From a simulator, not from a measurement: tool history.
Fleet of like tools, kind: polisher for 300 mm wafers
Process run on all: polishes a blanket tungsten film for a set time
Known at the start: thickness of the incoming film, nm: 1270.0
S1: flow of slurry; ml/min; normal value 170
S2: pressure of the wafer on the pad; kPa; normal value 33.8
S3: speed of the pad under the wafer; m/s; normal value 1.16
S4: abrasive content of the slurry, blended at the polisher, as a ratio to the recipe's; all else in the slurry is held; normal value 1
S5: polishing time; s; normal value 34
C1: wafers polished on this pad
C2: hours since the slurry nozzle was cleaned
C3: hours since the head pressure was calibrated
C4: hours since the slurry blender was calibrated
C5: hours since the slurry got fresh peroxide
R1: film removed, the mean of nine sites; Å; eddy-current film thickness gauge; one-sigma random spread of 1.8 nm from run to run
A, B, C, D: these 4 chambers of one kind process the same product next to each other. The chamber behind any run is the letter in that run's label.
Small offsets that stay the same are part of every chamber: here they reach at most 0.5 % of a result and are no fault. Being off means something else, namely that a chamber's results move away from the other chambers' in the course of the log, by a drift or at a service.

run   hour   S1    S2    S3    S4  S5    C1     C2     C3     C4     C5      R1
 1C    8.5  170  33.8  1.16     1  34  1309   88.3  522.5  223.8  189.6  2654.7
      13.1  -- chamber A: slurry tank refilled with fresh slurry and peroxide
 2D   20.7  170  33.8  1.16     1  34   689  144.3   92.2  145.9    144  2645.7
      24.4  -- chamber C: slurry tank refilled with fresh slurry and peroxide
      26.5  -- chamber C: worn pad replaced by a new one
      33.6  -- chamber D: slurry tank refilled with fresh slurry and peroxide
 3A   34.2  170  33.8  1.16     1  34   856  229.8  421.5   53.1   21.2  2646.7
 4B   45.1  170  33.8  1.16     1  34   657   97.1  208.8   64.9  126.2  2674.9
        46  -- chamber A: worn pad replaced by a new one
      46.5  -- chamber D: slurry blender recalibrated
 5A   53.9  170  33.8  1.16     1  34   106  249.5  441.2   72.8   40.9  2666.6
 6C     66  170  33.8  1.16     1  34   529  145.8    580  281.3   41.7  2657.4
 7D   74.1  170  33.8  1.16     1  34  1404  197.7  145.6   27.6   40.6  2661.3
      78.5  -- chamber D: worn pad replaced by a new one
 8B   86.9  170  33.8  1.16     1  34  1216  138.9  250.6  106.7    168  2655.2
      91.1  -- chamber D: slurry nozzle cleaned
      94.9  -- chamber A: slurry blender recalibrated
      97.5  -- chamber B: slurry tank refilled with fresh slurry and peroxide
     100.3  -- chamber B: worn pad replaced by a new one
 9B  100.5  170  33.8  1.42     1  23     2  152.5  264.2  120.3    3.1  2225.2
10D  111.5  170  33.8  1.42     1  23   442   20.4    183     65     78  2203.6
11A  122.3  170  33.8  1.42     1  23  1022  317.9  509.6   27.5  109.3  2178.1
     123.9  -- chamber A: worn pad replaced by a new one
     130.3  -- chamber C: worn pad replaced by a new one
12C  130.7  170  33.8  1.42     1  23     6  210.5  644.7    346  106.4    2233
13D  143.9  170  33.8  1.16     1  34   876   52.8  215.4   97.4  110.4  2655.2
14C  152.7  170  33.8  1.16     1  34   300  232.5  666.7    368  128.4  2689.6
15B  163.5  170  33.8  1.16     1  34   846  215.5  327.2  183.3   66.1  2652.7
16A  172.1  170  33.8  1.16     1  34   646  367.7  559.4   77.3  159.1  2608.8
     175.9  -- chamber D: slurry tank refilled with fresh slurry and peroxide
     183.3  -- chamber D: worn pad replaced by a new one
     184.2  -- chamber A: head pressure recalibrated
17B  184.2  170  33.8  1.16     1  34  1123  236.2  347.9    204   86.8  2642.4
     186.4  -- chamber B: worn pad replaced by a new one
     187.2  -- chamber A: slurry tank refilled with fresh slurry and peroxide
18D  190.7  170  40.7  1.16  1.25  34    99   99.6  262.2  144.2   14.9  3350.4
     196.5  -- chamber A: worn pad replaced by a new one
19C  200.6  170  40.7  1.16  1.25  34   942  280.4  714.6  415.9  176.3  3400.8
     207.7  -- chamber A: slurry blender recalibrated
20A  208.8  170  40.7  1.16  1.25  34   165  404.4   24.6    1.1   21.7  3305.3
     215.4  -- chamber D: slurry blender recalibrated
     218.3  -- chamber C: worn pad replaced by a new one
21A  219.7  170  40.7  1.16  1.25  34   311  415.3   35.5     12   32.6  3288.9
     228.5  -- chamber C: slurry tank refilled with fresh slurry and peroxide
22D  232.8  170  33.8  1.16     1  34   663  141.7  304.3   17.4     57  2662.4
23C  239.6  170  33.8  1.16     1  34   286  319.4  753.6  454.9   11.1  2669.7
24B  247.6  170  33.8  1.16     1  34   820  299.6  411.3  267.4  150.2  2622.9
     247.7  -- chamber C: slurry blender recalibrated
     252.4  -- chamber B: slurry blender recalibrated
25D    256  170  33.8  1.16     1  34   974  164.9  327.5   40.6   80.2  2664.6
26B  262.5  170  33.8  1.16     1  34  1019  314.5  426.2   10.1  165.1  2692.3
27A  275.5  170  33.8  1.16     1  34  1058  471.1   91.3   67.8   88.4    2548
     282.7  -- chamber B: slurry tank refilled with fresh slurry and peroxide
28C  287.9  170  33.8  1.16     1  34   933  367.7  801.9   40.2   59.4  2638.4
     291.2  -- chamber B: worn pad replaced by a new one
     293.2  -- chamber A: worn pad replaced by a new one
     294.9  -- chamber D: worn pad replaced by a new one
29D  300.8  170  33.8  1.16     1  34    80  209.7  372.3   85.4    125  2629.1
       301  -- chamber D: slurry nozzle cleaned
     302.8  -- chamber A: slurry blender recalibrated
30A  312.3  170  33.8  1.16     1  34   257  507.9  128.1    9.6  125.2    2528
     313.6  -- chamber B: slurry nozzle cleaned
31B  318.9  170  33.8  1.16     1  34   371    5.3  482.6   66.5   36.2  2650.7
     325.7  -- chamber C: worn pad replaced by a new one
32C    326  170  24.1  1.16   1.1  34     5  405.8    840   78.3   97.5  1963.8
     328.1  -- chamber D: slurry tank refilled with fresh slurry and peroxide
33C  335.2  170  24.1  1.16   1.1  34   128    415  849.2   87.5  106.7  1963.3
34D  342.9  170  24.1  1.16   1.1  34   644   41.9  414.4  127.5   14.8  1925.5
     344.4  -- chamber A: slurry tank refilled with fresh slurry and peroxide
35B  353.1  170  24.1  1.16   1.1  34   829   39.5  516.8  100.7   70.4  1931.9
     365.3  -- chamber A: worn pad replaced by a new one
36A  366.1  170  33.8  1.16     1  34    11  561.7  181.9   63.4   21.8  2489.2
     375.7  -- chamber B: worn pad replaced by a new one
37C  376.4  170  33.8  1.16     1  34   680  456.2  890.4  128.7  147.9  2689.6
     388.3  -- chamber B: head pressure recalibrated
38D  389.2  170  33.8  1.16     1  34  1264   88.2  460.7  173.8   61.1  2676.5
39B  397.1  170  33.8  1.16     1  34   287   83.5    8.9  144.7  114.4  2688.7
40A  410.1  170  33.8  1.16  1.25  34   600  605.7  225.9  107.4   65.8  2611.7
41A  420.2  170  33.8  1.16  1.25  34   735  615.8    236  117.5   75.9  2593.2

For the next run the whole fleet of 4 chambers uses the same settings. Give each chamber's results:
42A  430.5  170  33.8  1.16   1  34                       ?
42B  430.5  170  33.8  1.16   1  34                       ?
42C  430.5  170  33.8  1.16   1  34                       ?
42D  430.5  170  33.8  1.16   1  34                       ?

run      R1
42A    2461
42B  2699.4
42C  2694.2
42D  2627.1
